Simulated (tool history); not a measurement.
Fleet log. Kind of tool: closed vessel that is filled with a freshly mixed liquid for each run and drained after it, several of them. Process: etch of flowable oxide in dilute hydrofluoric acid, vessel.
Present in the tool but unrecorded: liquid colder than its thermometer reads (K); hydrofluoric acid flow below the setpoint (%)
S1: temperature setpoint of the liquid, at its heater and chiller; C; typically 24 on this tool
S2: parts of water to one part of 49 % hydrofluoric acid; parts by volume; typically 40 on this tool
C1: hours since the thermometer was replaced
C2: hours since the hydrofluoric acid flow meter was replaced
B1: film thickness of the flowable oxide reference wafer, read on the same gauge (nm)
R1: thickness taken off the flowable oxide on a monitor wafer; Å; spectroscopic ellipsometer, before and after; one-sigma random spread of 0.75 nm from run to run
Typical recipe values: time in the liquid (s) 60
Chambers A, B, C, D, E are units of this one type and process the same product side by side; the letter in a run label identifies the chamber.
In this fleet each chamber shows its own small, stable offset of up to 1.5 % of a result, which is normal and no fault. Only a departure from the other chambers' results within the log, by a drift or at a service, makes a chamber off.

run 1C hour=3.4 | S1=24 S2=40 time_in_the_liquid_(s)=60 | C1=857.2 C2=1761.2 | B1=120.01 | R1=928.38
run 2E hour=5.8 | S1=24 S2=40 time_in_the_liquid_(s)=60 | C1=1585.9 C2=207.7 | B1=120 | R1=949.93
-- hour=6.3 chamber D: thermometer replaced
run 3A hour=9.6 | S1=24 S2=40 time_in_the_liquid_(s)=60 | C1=352 C2=331.2 | B1=120.02 | R1=944.01
run 4D hour=12.9 | S1=24 S2=40 time_in_the_liquid_(s)=60 | C1=6.7 C2=201.8 | B1=120 | R1=954.51
run 5B hour=16.9 | S1=24 S2=40 time_in_the_liquid_(s)=60 | C1=242.2 C2=187.1 | B1=119.97 | R1=939.77
run 6C hour=21.4 | S1=24 S2=40 time_in_the_liquid_(s)=60 | C1=875.2 C2=1779.2 | B1=120.01 | R1=926.21
run 7E hour=25.2 | S1=24 S2=30 time_in_the_liquid_(s)=30 | C1=1605.3 C2=227.1 | B1=120.01 | R1=629.85
run 8A hour=27.2 | S1=24 S2=30 time_in_the_liquid_(s)=30 | C1=369.6 C2=348.8 | B1=119.96 | R1=637.12
run 9B hour=31 | S1=24 S2=30 time_in_the_liquid_(s)=30 | C1=256.3 C2=201.2 | B1=120.02 | R1=627.37
run 10D hour=35 | S1=24 S2=30 time_in_the_liquid_(s)=30 | C1=28.8 C2=223.9 | B1=120.04 | R1=640.89
run 11B hour=39.1 | S1=24 S2=30 time_in_the_liquid_(s)=30 | C1=264.4 C2=209.3 | B1=120.03 | R1=642.26
run 12E hour=41.3 | S1=24 S2=40 time_in_the_liquid_(s)=60 | C1=1621.4 C2=243.2 | B1=120 | R1=945.03
run 13C hour=43.7 | S1=24 S2=40 time_in_the_liquid_(s)=60 | C1=897.5 C2=1801.5 | B1=119.99 | R1=943.34
run 14A hour=47.2 | S1=24 S2=40 time_in_the_liquid_(s)=60 | C1=389.6 C2=368.8 | B1=119.96 | R1=946.66
run 15D hour=49.4 | S1=24 S2=40 time_in_the_liquid_(s)=60 | C1=43.2 C2=238.3 | B1=119.98 | R1=944.62
run 16C hour=53.9 | S1=24 S2=40 time_in_the_liquid_(s)=60 | C1=907.7 C2=1811.7 | B1=120.03 | R1=941.47
run 17A hour=57.8 | S1=24 S2=40 time_in_the_liquid_(s)=60 | C1=400.2 C2=379.4 | B1=119.98 | R1=949.8
run 18B hour=61.1 | S1=24 S2=40 time_in_the_liquid_(s)=60 | C1=286.4 C2=231.3 | B1=119.99 | R1=942.13
run 19D hour=63.1 | S1=24 S2=40 time_in_the_liquid_(s)=60 | C1=56.9 C2=252 | B1=119.98 | R1=956.06
run 20E hour=67.3 | S1=24 S2=50 time_in_the_liquid_(s)=85 | C1=1647.4 C2=269.2 | B1=120.02 | R1=1048.5
run 21A hour=71.7 | S1=24 S2=50 time_in_the_liquid_(s)=85 | C1=414.1 C2=393.3 | B1=120.02 | R1=1057.1
run 22D hour=74.5 | S1=24 S2=50 time_in_the_liquid_(s)=85 | C1=68.3 C2=263.4 | B1=119.99 | R1=1065.9
run 23C hour=77.4 | S1=24 S2=50 time_in_the_liquid_(s)=85 | C1=931.2 C2=1835.2 | B1=120.01 | R1=1053.3
run 24B hour=80.2 | S1=24 S2=50 time_in_the_liquid_(s)=85 | C1=305.5 C2=250.4 | B1=120.03 | R1=1055.6
run 25E hour=84.6 | S1=24 S2=40 time_in_the_liquid_(s)=60 | C1=1664.7 C2=286.5 | B1=120 | R1=939.98
run 26D hour=87.1 | S1=24 S2=55 time_in_the_liquid_(s)=60 | C1=80.9 C2=276 | B1=119.99 | R1=682.64
run 27B hour=91.3 | S1=24 S2=55 time_in_the_liquid_(s)=60 | C1=316.6 C2=261.5 | B1=119.97 | R1=666.02
run 28A hour=94.6 | S1=24 S2=55 time_in_the_liquid_(s)=60 | C1=437 C2=416.2 | B1=120.02 | R1=682.73
run 29E hour=96.7 | S1=24 S2=55 time_in_the_liquid_(s)=60 | C1=1676.8 C2=298.6 | B1=119.99 | R1=667.73
run 30C hour=99.3 | S1=24 S2=55 time_in_the_liquid_(s)=60 | C1=953.1 C2=1857.1 | B1=119.99 | R1=667.23
run 31B hour=102.1 | S1=24 S2=40 time_in_the_liquid_(s)=60 | C1=327.4 C2=272.3 | B1=119.97 | R1=953.65
run 32A hour=106.4 | S1=24 S2=40 time_in_the_liquid_(s)=60 | C1=448.8 C2=428 | B1=120.01 | R1=941.07
run 33C hour=110.5 | S1=24 S2=40 time_in_the_liquid_(s)=60 | C1=964.3 C2=1868.3 | B1=120.02 | R1=940.7

All chambers now run identical settings, listed one chamber a line with results as question marks. What results will each chamber show?
run 34A hour=113.7 | S1=24 S2=40 time_in_the_liquid_(s)=60 | R1=?
run 34B hour=113.7 | S1=24 S2=40 time_in_the_liquid_(s)=60 | R1=?
run 34C hour=113.7 | S1=24 S2=40 time_in_the_liquid_(s)=60 | R1=?
run 34D hour=113.7 | S1=24 S2=40 time_in_the_liquid_(s)=60 | R1=?
run 34E hour=113.7 | S1=24 S2=40 time_in_the_liquid_(s)=60 | R1=?

run=34A R1=949.66
run=34B R1=941.66
run=34C R1=926.5
run=34D R1=952.72
run=34E R1=944.15
